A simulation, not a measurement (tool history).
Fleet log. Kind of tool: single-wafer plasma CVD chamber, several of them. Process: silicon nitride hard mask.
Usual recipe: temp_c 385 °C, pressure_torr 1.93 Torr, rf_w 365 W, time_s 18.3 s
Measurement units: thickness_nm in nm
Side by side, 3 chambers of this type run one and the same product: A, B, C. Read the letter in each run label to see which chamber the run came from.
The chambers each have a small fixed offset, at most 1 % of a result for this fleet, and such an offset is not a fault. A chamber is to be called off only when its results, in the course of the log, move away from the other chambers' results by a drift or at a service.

| run | hour | temp_c | pressure_torr | rf_w | time_s | read-back reference wafer on the same gauge, thickness_nm | thickness_nm |
|---|---|---|---|---|---|---|---|
| 1C | 15.7 | 385 | 1.93 | 365 | 18.3 | 22.309 | 25.612 |
| 2B | 27.4 | 385 | 1.93 | 365 | 18.3 | 22.300 | 25.278 |
| 3A | 35.7 | 385 | 1.93 | 365 | 18.3 | 22.284 | 25.359 |
| 4C | 48.5 | 385 | 1.93 | 365 | 18.3 | 22.285 | 25.589 |
| 5A | 63.4 | 385 | 1.93 | 365 | 18.3 | 22.290 | 25.454 |
|  | 69.1 | chamber C: RF generator calibrated |
| 6B | 70.5 | 385 | 1.93 | 365 | 18.3 | 22.306 | 25.468 |
| 7A | 80.2 | 385 | 1.93 | 365 | 18.3 | 22.294 | 25.365 |
| 8C | 91.3 | 385 | 2.24 | 365 | 15.5 | 22.318 | 22.608 |
| 9B | 106.2 | 385 | 2.24 | 365 | 15.5 | 22.281 | 22.372 |
| 10B | 116.1 | 385 | 2.24 | 365 | 15.5 | 22.310 | 22.440 |
| 11A | 128.7 | 385 | 1.93 | 365 | 18.3 | 22.325 | 25.246 |
| 12C | 137.7 | 385 | 1.93 | 365 | 18.3 | 22.302 | 25.564 |
|  | 146.4 | chamber B: RF generator calibrated |
| 13C | 151.4 | 391 | 1.93 | 365 | 17.2 | 22.304 | 23.996 |
| 14B | 159.0 | 391 | 1.93 | 365 | 17.2 | 22.303 | 23.847 |
| 15A | 166.8 | 391 | 1.93 | 365 | 17.2 | 22.273 | 23.476 |
| 16C | 181.6 | 385 | 2.10 | 365 | 18.3 | 22.306 | 26.211 |
| 17B | 188.8 | 385 | 2.10 | 365 | 18.3 | 22.300 | 25.956 |
| 18A | 197.9 | 385 | 2.10 | 365 | 18.3 | 22.303 | 25.525 |
| 19C | 206.9 | 385 | 1.93 | 365 | 18.3 | 22.298 | 25.637 |
| 20B | 214.2 | 385 | 1.93 | 365 | 18.3 | 22.310 | 25.380 |
| 21A | 227.9 | 385 | 1.93 | 365 | 18.3 | 22.296 | 24.974 |
| 22A | 242.1 | 385 | 1.93 | 365 | 18.3 | 22.291 | 24.917 |
| 23C | 254.7 | 385 | 1.93 | 365 | 18.3 | 22.290 | 25.583 |

The same settings go to every chamber for the next run, one line per chamber below. Forecast the results for each:
| 24A | 266.0 | 385 | 1.93 | 365 | 21.4 |  | ? |
| 24B | 266.0 | 385 | 1.93 | 365 | 21.4 |  | ? |
| 24C | 266.0 | 385 | 1.93 | 365 | 21.4 |  | ? |

| run | thickness_nm |
|---|---|
| 24A | 28.956 |
| 24B | 29.659 |
| 24C | 30.028 |
